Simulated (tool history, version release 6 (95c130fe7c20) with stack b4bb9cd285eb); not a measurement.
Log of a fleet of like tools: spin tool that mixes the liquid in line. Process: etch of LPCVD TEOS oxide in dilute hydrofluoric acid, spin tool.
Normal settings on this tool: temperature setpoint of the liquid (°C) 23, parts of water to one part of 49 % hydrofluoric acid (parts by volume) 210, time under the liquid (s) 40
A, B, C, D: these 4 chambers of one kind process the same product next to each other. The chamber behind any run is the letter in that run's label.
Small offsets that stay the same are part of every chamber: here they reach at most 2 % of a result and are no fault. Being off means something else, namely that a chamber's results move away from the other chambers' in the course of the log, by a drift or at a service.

run,hour,temperature setpoint of the liquid (°C),parts of water to one part of 49 % hydrofluoric acid (parts by volume),time under the liquid (s),"read-back film thickness of the LPCVD TEOS oxide reference wafer, read on the same gauge (nm)",thickness taken off the LPCVD TEOS oxide on a monitor wafer (Å)
1B,5.4,23,210,40,79.976,90.136
2D,14.5,23,210,40,80.044,90.264
3C,21.5,23,210,40,79.994,90.479
4A,27.2,23,210,40,80.031,89.37
5C,32.3,23,210,40,80.011,90.46
6B,39.9,26.5,120,40,80.045,198.18
7D,47.8,26.5,120,40,80.01,200.49
8A,52.7,26.5,120,40,80.008,195.17
9C,60.1,26.5,120,40,80.032,202.75
10D,67.3,23,210,40,80.03,90.653
11A,74.1,23,210,40,80.01,88.686
# hour 74.4: chamber B: hydrofluoric acid flow meter replaced
12B,83.2,23,210,40,80.002,89.49
13B,91.2,23,210,40,80.02,91.133
14C,97.4,23,210,40,79.933,90.98
15D,103.7,23,210,40,80.003,90.862
16A,111.8,23,210,40,80.042,88.233
17A,117,23,210,40,80.042,89.756
18C,122.2,23,210,40,79.977,92.861
19D,130.6,21,210,40,79.997,84.042
20B,137.2,21,210,40,80.011,83.843
21B,143.8,21,210,40,79.963,85.221
22C,150.7,21,210,40,80.034,82.727
23A,158.1,23,135,40,79.979,148.06
# hour 163.4: chamber A: thermometer replaced
24D,165.1,23,135,40,79.978,160.61
25C,172.1,23,135,40,80.013,150.79
26B,178.2,23,135,40,79.966,152.93
27A,186.8,23,210,30,79.972,66.839
28D,191.7,23,210,30,79.998,72.285
29A,197.9,23,210,30,80.038,66.72
30C,203.3,23,210,30,80.027,67.628
31B,209.2,23,210,40,79.977,88.761
32D,217.7,23,210,40,80.017,98.41
33A,221.7,23,210,40,79.948,89.496
34C,228.3,26.5,210,40,80.006,102.77
35D,237.3,26.5,210,40,79.951,112.28
36B,243.5,26.5,210,40,80.002,101.4
37D,248.1,26.5,210,40,80.03,113.73

Is one chamber off against the others, does the gauge drift, or is nothing wrong? If a chamber is off, say which, and what the likeliest cause is.

One chamber, D, drifts off from the rest bit by bit.
Cause: hydrofluoric acid flow above the setpoint (%) = 10.4.

Chamber D could run next with any of the 4 candidate recipes listed below; each alters the usual settings, and their results appear as question marks. Which one brings its results back in line with what the other chambers deliver on the usual settings?
Counts as in line when no further than this from what the other chambers average on the usual settings: thickness taken off the LPCVD TEOS oxide on a monitor wafer (Å) 3.1
38D-1,254.6,23,200,40,,?
38D-2,254.6,23,230,40,,?
38D-3,254.6,23,210,45,,?
38D-4,254.6,23,220,40,,?

The mean the other chambers reach with the usual settings: thickness taken off the LPCVD TEOS oxide on a monitor wafer (Å) 89.813
run,thickness taken off the LPCVD TEOS oxide on a monitor wafer (Å)
38D-1,107.05
38D-2,90.285
38D-3,113.51
38D-4,95.34
38D-2 is the one that brings the chamber's results back in line with the other chambers.
